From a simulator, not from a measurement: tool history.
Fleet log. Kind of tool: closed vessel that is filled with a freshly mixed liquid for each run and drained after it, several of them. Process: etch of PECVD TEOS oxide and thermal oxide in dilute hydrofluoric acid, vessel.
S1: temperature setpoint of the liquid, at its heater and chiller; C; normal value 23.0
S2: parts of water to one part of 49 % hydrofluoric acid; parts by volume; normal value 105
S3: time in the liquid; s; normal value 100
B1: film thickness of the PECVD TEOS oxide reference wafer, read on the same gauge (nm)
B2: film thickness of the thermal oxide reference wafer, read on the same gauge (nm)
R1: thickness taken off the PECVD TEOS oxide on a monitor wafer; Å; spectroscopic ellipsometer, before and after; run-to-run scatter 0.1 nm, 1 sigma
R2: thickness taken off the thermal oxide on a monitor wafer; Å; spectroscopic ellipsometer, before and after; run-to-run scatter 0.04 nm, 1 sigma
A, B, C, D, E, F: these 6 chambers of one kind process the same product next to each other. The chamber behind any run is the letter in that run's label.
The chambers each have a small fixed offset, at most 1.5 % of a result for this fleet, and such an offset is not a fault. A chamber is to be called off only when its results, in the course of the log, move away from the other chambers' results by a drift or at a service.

run	day	S1	S2	S3	B1	B2	R1	R2
1B	0.183	23.0	105	100	100.000	69.999	111.440	42.390
2E	0.450	23.0	105	100	99.973	70.019	114.590	42.087
# day 0.467: chamber B: hydrofluoric acid flow meter replaced
3A	0.658	23.0	105	100	100.010	70.002	109.760	41.689
4D	0.921	23.0	105	100	100.000	70.003	113.600	43.068
5C	1.258	23.0	105	100	100.030	70.001	111.570	43.025
6F	1.612	23.0	125	100	100.010	69.993	93.529	35.325
7E	1.817	23.0	125	100	99.976	69.993	93.048	35.061
8B	2.100	23.0	125	100	99.982	70.006	90.229	34.594
9D	2.429	23.0	125	100	99.986	69.994	91.019	34.615
10F	2.771	23.0	125	100	99.992	70.001	94.613	34.240
11A	2.958	23.0	125	100	100.010	70.014	93.758	35.428
12C	3.129	23.0	105	100	99.985	70.016	111.980	42.988
13E	3.317	23.0	105	100	99.992	70.001	112.190	41.922
14D	3.550	23.0	105	100	99.992	70.009	112.730	42.460
15B	3.788	23.0	105	100	99.956	69.998	112.710	41.766
16A	3.992	23.0	105	100	100.000	69.993	112.680	42.542
# day 4.054: chamber F: thermometer replaced
17C	4.354	23.0	105	100	99.968	70.015	112.590	42.876
18F	4.750	23.0	105	100	99.996	70.008	115.350	42.576
19A	5.138	23.0	105	100	99.990	70.018	113.780	41.826
20F	5.521	23.0	105	100	99.984	69.997	114.280	42.575
21C	5.700	24.5	120	100	100.020	70.008	102.500	38.738
22B	5.933	24.5	120	100	100.020	70.003	100.980	38.471
23D	6.221	24.5	120	100	99.974	70.019	102.900	39.581
24E	6.583	24.5	120	100	99.983	70.002	103.570	38.870
25E	6.854	24.5	120	100	99.988	69.996	102.230	38.994
26F	7.242	24.5	120	100	99.993	70.008	102.900	39.085
27B	7.538	23.0	105	100	99.994	70.007	110.680	42.110
28D	7.917	23.0	105	100	99.981	70.009	113.940	43.022
29A	8.179	23.0	105	100	100.000	70.003	111.640	41.854
30C	8.433	26.0	105	100	100.000	70.003	125.170	47.894
31C	8.658	26.0	105	100	100.000	69.991	126.370	47.639
32E	9.004	26.0	105	100	100.010	70.001	126.770	47.581
33D	9.400	26.0	105	100	99.969	70.005	125.770	47.932
34A	9.583	26.0	105	100	99.987	69.999	127.330	48.127
35B	9.946	26.0	105	100	99.950	69.994	123.030	47.228
36F	10.321	23.0	105	100	99.965	70.006	114.500	42.444
37F	10.575	23.0	105	100	99.972	69.995	114.600	42.392
38C	10.962	23.0	105	100	100.020	69.980	112.660	42.681
39E	11.154	23.0	105	100	99.989	70.006	112.270	42.509
40A	11.517	25.5	105	100	100.000	70.004	122.490	46.925
41D	11.879	25.5	105	100	99.995	69.985	124.690	46.471
42B	12.142	25.5	105	100	100.030	70.002	122.980	46.460

Is one chamber out of step, is the gauge drifting, or do the chambers differ by no more than their own small offsets? For an off chamber, give its letter and the likeliest cause.

No chamber is off and the gauge is stable; the differences are just each chamber's small, constant offset.
